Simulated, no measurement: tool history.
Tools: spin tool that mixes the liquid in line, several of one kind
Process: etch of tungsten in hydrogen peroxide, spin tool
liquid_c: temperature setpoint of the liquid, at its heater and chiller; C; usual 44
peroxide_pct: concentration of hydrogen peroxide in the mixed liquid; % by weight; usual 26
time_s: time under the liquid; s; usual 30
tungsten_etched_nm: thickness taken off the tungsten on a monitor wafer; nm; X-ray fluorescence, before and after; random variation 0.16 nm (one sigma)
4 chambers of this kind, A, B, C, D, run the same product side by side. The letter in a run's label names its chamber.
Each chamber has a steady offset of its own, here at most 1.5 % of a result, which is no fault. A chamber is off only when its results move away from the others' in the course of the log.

run	hour	liquid_c	peroxide_pct	time_s	read-back film thickness of the tungsten reference wafer, read on the same gauge (nm)	tungsten_etched_nm
# hour 2: chamber C: new drum of peroxide connected
1C	6.9	44	26	30	69.999	48.529
# hour 10.8: chamber B: peroxide flow meter replaced
2B	12.6	44	26	30	70.009	48.52
3D	19.8	44	26	30	70.006	47.661
4A	24.8	44	26	30	69.982	48.504
5C	35.3	44	26	30	70.017	48.481
6D	45.4	44	26	45	69.968	71.614
7A	53	44	26	45	70.008	72.228
8B	60.2	44	26	45	69.987	73.359
9C	66.6	44	26	45	70.002	72.837
10D	77.2	44	26	30	69.993	47.665
11B	87.7	44	26	30	70.015	48.665
12A	95.4	44	26	30	69.987	48.371
13A	103.2	44	26	30	70.023	48.443
14D	111.6	44	26	30	70.012	47.914
15C	120	44	26	30	69.99	48.568
16B	126.4	44	26	30	70.007	48.478
17D	134.1	44	26	30	69.968	47.789
18B	142	44	26	30	69.986	48.533
# hour 142.7: chamber C: peroxide flow meter replaced
19A	152.9	44	26	30	69.988	48.439
20C	158.7	47.5	26	30	69.997	60.611
21C	164.4	47.5	26	30	69.989	60.729
22D	172.4	47.5	26	30	70.027	59.608
23B	181.4	47.5	26	30	69.967	60.465
# hour 183.2: chamber A: peroxide flow meter replaced
24A	187.3	44	26	30	69.947	48.363
25A	192.9	37.5	26	30	70.024	31.55
26D	198.7	37.5	26	30	69.994	31.199
27B	204.1	37.5	26	30	69.958	32.088
28C	212.7	37.5	26	30	69.991	31.477
29D	217.7	53	19	30	69.98	71.874
30A	224.1	53	19	30	70.011	71.861
31B	232.6	53	19	30	69.993	71.839
32C	239.5	53	19	30	70.008	72.316
33A	249.4	44	26	30	69.983	48.367
# hour 255.4: chamber B: heated supply line repaired
34C	259.6	44	26	30	70.019	48.569
35B	265.1	44	26	30	69.984	48.445
36D	269.9	44	26	30	69.973	47.838

All 4 chambers run these settings next. Forecast each chamber's results:
37A	277.8	44	26	30		?
37B	277.8	44	26	30		?
37C	277.8	44	26	30		?
37D	277.8	44	26	30		?

run	tungsten_etched_nm
37A	48.436
37B	48.377
37C	48.601
37D	47.862

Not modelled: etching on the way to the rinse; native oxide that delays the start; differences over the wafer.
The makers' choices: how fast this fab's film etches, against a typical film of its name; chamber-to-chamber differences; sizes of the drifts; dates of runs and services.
